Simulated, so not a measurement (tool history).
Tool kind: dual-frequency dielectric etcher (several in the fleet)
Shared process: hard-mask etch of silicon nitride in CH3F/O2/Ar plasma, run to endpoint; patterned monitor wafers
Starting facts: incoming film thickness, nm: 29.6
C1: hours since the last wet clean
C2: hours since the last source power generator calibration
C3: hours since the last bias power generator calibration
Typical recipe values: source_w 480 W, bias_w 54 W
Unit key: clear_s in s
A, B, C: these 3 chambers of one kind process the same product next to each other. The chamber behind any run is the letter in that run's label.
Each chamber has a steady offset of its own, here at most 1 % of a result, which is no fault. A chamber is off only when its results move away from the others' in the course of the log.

Run 1B, hour 6.0: usual settings; C1 120.0; C2 846.8; C3 374.8. Result: clear_s 44.052 s.
Run 2C, hour 10.9: usual settings; C1 193.0; C2 1951.1; C3 843.7. Result: clear_s 44.510 s.
Run 3A, hour 16.1: usual settings; C1 127.3; C2 1048.7; C3 1547.9. Result: clear_s 43.448 s.
Run 4B, hour 24.5: usual settings; C1 138.5; C2 865.3; C3 393.3. Result: clear_s 44.097 s.
Run 5C, hour 29.2: usual settings; C1 211.3; C2 1969.4; C3 862.0. Result: clear_s 44.194 s.
Run 6A, hour 38.6: usual settings; C1 149.8; C2 1071.2; C3 1570.4. Result: clear_s 44.053 s.
Run 7A, hour 45.9: usual settings; C1 157.1; C2 1078.5; C3 1577.7. Result: clear_s 44.050 s.
Run 8C, hour 51.9: usual settings; C1 234.0; C2 1992.1; C3 884.7. Result: clear_s 44.140 s.
Run 9B, hour 56.2: usual settings; C1 170.2; C2 897.0; C3 425.0. Result: clear_s 44.306 s.
Run 10C, hour 61.4: usual settings but bias_w 44 W; C1 243.5; C2 2001.6; C3 894.2. Result: clear_s 46.876 s.
Run 11B, hour 70.3: usual settings but bias_w 44 W; C1 184.3; C2 911.1; C3 439.1. Result: clear_s 46.666 s.
Run 12A, hour 75.4: usual settings but bias_w 44 W; C1 186.6; C2 1108.0; C3 1607.2. Result: clear_s 46.611 s.
Run 13A, hour 80.4: usual settings; C1 191.6; C2 1113.0; C3 1612.2. Result: clear_s 44.028 s.
Run 14C, hour 85.1: usual settings but source_w 600 W; C1 267.2; C2 2025.3; C3 917.9. Result: clear_s 40.558 s.
Run 15B, hour 92.4: usual settings but source_w 600 W; C1 206.4; C2 933.2; C3 461.2. Result: clear_s 40.976 s.
At hour 93.4: chamber C: source power generator calibrated.
Run 16A, hour 96.8: usual settings but source_w 600 W; C1 208.0; C2 1129.4; C3 1628.6. Result: clear_s 40.160 s.
Run 17B, hour 103.0: usual settings but source_w 520 W, bias_w 43 W; C1 217.0; C2 943.8; C3 471.8. Result: clear_s 45.629 s.
Run 18C, hour 109.2: usual settings but source_w 520 W, bias_w 43 W; C1 291.3; C2 15.9; C3 942.0. Result: clear_s 45.490 s.
Run 19B, hour 116.5: usual settings but source_w 520 W, bias_w 43 W; C1 230.5; C2 957.3; C3 485.3. Result: clear_s 45.976 s.
Run 20C, hour 122.4: usual settings but source_w 550 W, bias_w 41 W; C1 304.5; C2 29.1; C3 955.2. Result: clear_s 45.482 s.
Run 21A, hour 130.9: usual settings but source_w 550 W, bias_w 41 W; C1 242.1; C2 1163.5; C3 1662.7. Result: clear_s 45.408 s.
Run 22C, hour 138.0: usual settings but source_w 550 W, bias_w 41 W; C1 320.1; C2 44.7; C3 970.8. Result: clear_s 45.347 s.
Run 23B, hour 144.2: usual settings; C1 258.2; C2 985.0; C3 513.0. Result: clear_s 44.240 s.
Run 24A, hour 150.5: usual settings but bias_w 65 W; C1 261.7; C2 1183.1; C3 1682.3. Result: clear_s 41.446 s.
Run 25B, hour 159.8: usual settings but bias_w 65 W; C1 273.8; C2 1000.6; C3 528.6. Result: clear_s 41.296 s.
Run 26C, hour 166.9: usual settings but bias_w 65 W; C1 349.0; C2 73.6; C3 999.7. Result: clear_s 41.409 s.
Run 27A, hour 173.5: usual settings; C1 284.7; C2 1206.1; C3 1705.3. Result: clear_s 43.402 s.
Run 28B, hour 180.0: usual settings; C1 294.0; C2 1020.8; C3 548.8. Result: clear_s 44.185 s.
Run 29C, hour 186.9: usual settings; C1 369.0; C2 93.6; C3 1019.7. Result: clear_s 44.396 s.
Run 30A, hour 195.6: usual settings but source_w 570 W, bias_w 48 W; C1 306.8; C2 1228.2; C3 1727.4. Result: clear_s 42.073 s.
Run 31C, hour 202.6: usual settings but source_w 570 W, bias_w 48 W; C1 384.7; C2 109.3; C3 1035.4. Result: clear_s 42.407 s.
Run 32A, hour 209.2: usual settings but source_w 570 W, bias_w 48 W; C1 320.4; C2 1241.8; C3 1741.0. Result: clear_s 42.155 s.
Run 33B, hour 217.7: usual settings; C1 331.7; C2 1058.5; C3 586.5. Result: clear_s 44.459 s.
Run 34B, hour 221.7: usual settings; C1 335.7; C2 1062.5; C3 590.5. Result: clear_s 44.150 s.

Each of the 3 chambers runs these same settings next. Fill in every chamber's results:
Run 35A, hour 228.5: usual settings but source_w 420 W. Result: clear_s ?.
Run 35B, hour 228.5: usual settings but source_w 420 W. Result: clear_s ?.
Run 35C, hour 228.5: usual settings but source_w 420 W. Result: clear_s ?.

run  clear_s
35A   45.994
35B   46.756
35C   46.142
